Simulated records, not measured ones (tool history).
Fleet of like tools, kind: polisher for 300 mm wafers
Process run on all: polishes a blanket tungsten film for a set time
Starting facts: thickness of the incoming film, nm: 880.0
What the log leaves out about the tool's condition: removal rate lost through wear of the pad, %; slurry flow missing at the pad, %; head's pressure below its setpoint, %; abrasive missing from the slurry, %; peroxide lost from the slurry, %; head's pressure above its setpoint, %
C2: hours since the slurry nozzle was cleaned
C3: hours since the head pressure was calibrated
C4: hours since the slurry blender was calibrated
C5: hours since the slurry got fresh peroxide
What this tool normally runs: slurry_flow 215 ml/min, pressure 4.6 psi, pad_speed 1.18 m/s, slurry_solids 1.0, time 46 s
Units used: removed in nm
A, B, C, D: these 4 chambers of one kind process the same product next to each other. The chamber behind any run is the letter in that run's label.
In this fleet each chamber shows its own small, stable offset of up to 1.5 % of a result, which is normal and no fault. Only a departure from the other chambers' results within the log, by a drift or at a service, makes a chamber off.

-- hour=3.5 chamber A: slurry tank refilled with fresh slurry and peroxide
run 1D hour=8.8 | slurry_flow=215 pressure=4.6 pad_speed=1.18 slurry_solids=1.0 time=46 | wafers_polished_on_this_pad=450 C2=216.5 C3=163.4 C4=31.6 C5=59.9 | removed=332.01
-- hour=13.4 chamber C: slurry blender recalibrated
run 2B hour=14.3 | slurry_flow=215 pressure=4.6 pad_speed=1.18 slurry_solids=1.0 time=46 | wafers_polished_on_this_pad=257 C2=118.1 C3=322.9 C4=213.3 C5=114.2 | removed=334.33
run 3C hour=23.8 | slurry_flow=215 pressure=4.6 pad_speed=1.18 slurry_solids=1.0 time=46 | wafers_polished_on_this_pad=1346 C2=107.7 C3=112.5 C4=10.5 C5=79.8 | removed=334.87
-- hour=29.7 chamber A: slurry nozzle cleaned
run 4A hour=29.7 | slurry_flow=215 pressure=4.6 pad_speed=1.18 slurry_solids=1.0 time=46 | wafers_polished_on_this_pad=572 C2=0.1 C3=111.7 C4=65.0 C5=26.2 | removed=343.13
-- hour=30.6 chamber C: worn pad replaced by a new one
run 5B hour=39.7 | slurry_flow=215 pressure=4.6 pad_speed=1.18 slurry_solids=1.0 time=46 | wafers_polished_on_this_pad=450 C2=143.5 C3=348.3 C4=238.7 C5=139.6 | removed=330.32
-- hour=41.8 chamber A: worn pad replaced by a new one
-- hour=43.7 chamber D: slurry tank refilled with fresh slurry and peroxide
run 6C hour=45.1 | slurry_flow=215 pressure=4.6 pad_speed=1.18 slurry_solids=1.0 time=46 | wafers_polished_on_this_pad=110 C2=129.0 C3=133.8 C4=31.8 C5=101.1 | removed=333.18
run 7D hour=49.9 | slurry_flow=215 pressure=4.6 pad_speed=1.18 slurry_solids=1.0 time=46 | wafers_polished_on_this_pad=761 C2=257.6 C3=204.5 C4=72.7 C5=6.3 | removed=330.28
-- hour=54.4 chamber D: worn pad replaced by a new one
run 8A hour=58.3 | slurry_flow=215 pressure=4.6 pad_speed=1.18 slurry_solids=1.0 time=46 | wafers_polished_on_this_pad=125 C2=28.7 C3=140.3 C4=93.6 C5=54.8 | removed=331.57
run 9C hour=67.9 | slurry_flow=215 pressure=4.6 pad_speed=1.18 slurry_solids=1.0 time=46 | wafers_polished_on_this_pad=283 C2=151.8 C3=156.6 C4=54.6 C5=123.9 | removed=326.76
run 10A hour=74.7 | slurry_flow=215 pressure=4.6 pad_speed=1.18 slurry_solids=1.0 time=46 | wafers_polished_on_this_pad=249 C2=45.1 C3=156.7 C4=110.0 C5=71.2 | removed=335.58
run 11D hour=84.5 | slurry_flow=215 pressure=4.6 pad_speed=1.18 slurry_solids=1.0 time=46 | wafers_polished_on_this_pad=228 C2=292.2 C3=239.1 C4=107.3 C5=40.9 | removed=326.28
-- hour=86.2 chamber A: slurry tank refilled with fresh slurry and peroxide
run 12B hour=89.3 | slurry_flow=215 pressure=4.6 pad_speed=1.18 slurry_solids=1.0 time=46 | wafers_polished_on_this_pad=826 C2=193.1 C3=397.9 C4=288.3 C5=189.2 | removed=332.12
run 13D hour=96.3 | slurry_flow=215 pressure=4.6 pad_speed=1.18 slurry_solids=1.0 time=46 | wafers_polished_on_this_pad=317 C2=304.0 C3=250.9 C4=119.1 C5=52.7 | removed=331.79
run 14A hour=104.7 | slurry_flow=215 pressure=4.6 pad_speed=1.18 slurry_solids=1.0 time=46 | wafers_polished_on_this_pad=476 C2=75.1 C3=186.7 C4=140.0 C5=18.5 | removed=335.10
-- hour=104.9 chamber B: slurry tank refilled with fresh slurry and peroxide
run 15C hour=115.4 | slurry_flow=215 pressure=4.6 pad_speed=1.18 slurry_solids=1.0 time=46 | wafers_polished_on_this_pad=642 C2=199.3 C3=204.1 C4=102.1 C5=171.4 | removed=318.66
run 16B hour=124.2 | slurry_flow=215 pressure=3.9 pad_speed=1.18 slurry_solids=1.3 time=46 | wafers_polished_on_this_pad=1090 C2=228.0 C3=432.8 C4=323.2 C5=19.4 | removed=301.98
-- hour=127.2 chamber B: worn pad replaced by a new one
run 17B hour=132.0 | slurry_flow=215 pressure=3.9 pad_speed=1.18 slurry_solids=1.3 time=46 | wafers_polished_on_this_pad=36 C2=235.8 C3=440.6 C4=331.0 C5=27.2 | removed=300.95
run 18A hour=139.1 | slurry_flow=215 pressure=3.9 pad_speed=1.18 slurry_solids=1.3 time=46 | wafers_polished_on_this_pad=737 C2=109.5 C3=221.1 C4=174.4 C5=52.9 | removed=302.07
run 19C hour=144.5 | slurry_flow=215 pressure=3.9 pad_speed=1.18 slurry_solids=1.3 time=46 | wafers_polished_on_this_pad=863 C2=228.4 C3=233.2 C4=131.2 C5=200.5 | removed=278.49
-- hour=148.6 chamber A: worn pad replaced by a new one
-- hour=152.3 chamber D: slurry tank refilled with fresh slurry and peroxide
run 20D hour=153.1 | slurry_flow=215 pressure=4.6 pad_speed=1.18 slurry_solids=1.0 time=46 | wafers_polished_on_this_pad=748 C2=360.8 C3=307.7 C4=175.9 C5=0.8 | removed=336.15
run 21A hour=160.1 | slurry_flow=215 pressure=4.6 pad_speed=1.18 slurry_solids=1.0 time=46 | wafers_polished_on_this_pad=87 C2=130.5 C3=242.1 C4=195.4 C5=73.9 | removed=336.76
-- hour=162.1 chamber A: slurry tank refilled with fresh slurry and peroxide
run 22B hour=165.8 | slurry_flow=215 pressure=4.6 pad_speed=1.18 slurry_solids=1.0 time=46 | wafers_polished_on_this_pad=292 C2=269.6 C3=474.4 C4=364.8 C5=61.0 | removed=336.66
-- hour=167.8 chamber A: slurry blender recalibrated
run 23C hour=174.2 | slurry_flow=215 pressure=4.6 pad_speed=1.18 slurry_solids=1.0 time=46 | wafers_polished_on_this_pad=1088 C2=258.1 C3=262.9 C4=160.9 C5=230.2 | removed=292.86
-- hour=176.7 chamber B: head pressure recalibrated
run 24D hour=179.9 | slurry_flow=215 pressure=5.4 pad_speed=1.18 slurry_solids=1.0 time=46 | wafers_polished_on_this_pad=951 C2=387.6 C3=334.5 C4=202.7 C5=27.6 | removed=384.67
run 25A hour=184.7 | slurry_flow=215 pressure=5.4 pad_speed=1.18 slurry_solids=1.0 time=46 | wafers_polished_on_this_pad=273 C2=155.1 C3=266.7 C4=17.0 C5=22.6 | removed=397.68
-- hour=187.1 chamber D: worn pad replaced by a new one
run 26B hour=191.9 | slurry_flow=215 pressure=5.4 pad_speed=1.18 slurry_solids=1.0 time=46 | wafers_polished_on_this_pad=490 C2=295.7 C3=15.3 C4=390.9 C5=87.1 | removed=392.77
run 27D hour=199.2 | slurry_flow=215 pressure=5.4 pad_speed=1.18 slurry_solids=1.0 time=46 | wafers_polished_on_this_pad=91 C2=406.9 C3=353.8 C4=222.0 C5=46.9 | removed=381.67

Next, every chamber runs the same settings. What will each give?
run 28A hour=207.1 | slurry_flow=215 pressure=4.6 pad_speed=1.18 slurry_solids=1.0 time=46 | removed=?
run 28B hour=207.1 | slurry_flow=215 pressure=4.6 pad_speed=1.18 slurry_solids=1.0 time=46 | removed=?
run 28C hour=207.1 | slurry_flow=215 pressure=4.6 pad_speed=1.18 slurry_solids=1.0 time=46 | removed=?
run 28D hour=207.1 | slurry_flow=215 pressure=4.6 pad_speed=1.18 slurry_solids=1.0 time=46 | removed=?

run=28A removed=342.26
run=28B removed=330.08
run=28C removed=287.17
run=28D removed=334.67

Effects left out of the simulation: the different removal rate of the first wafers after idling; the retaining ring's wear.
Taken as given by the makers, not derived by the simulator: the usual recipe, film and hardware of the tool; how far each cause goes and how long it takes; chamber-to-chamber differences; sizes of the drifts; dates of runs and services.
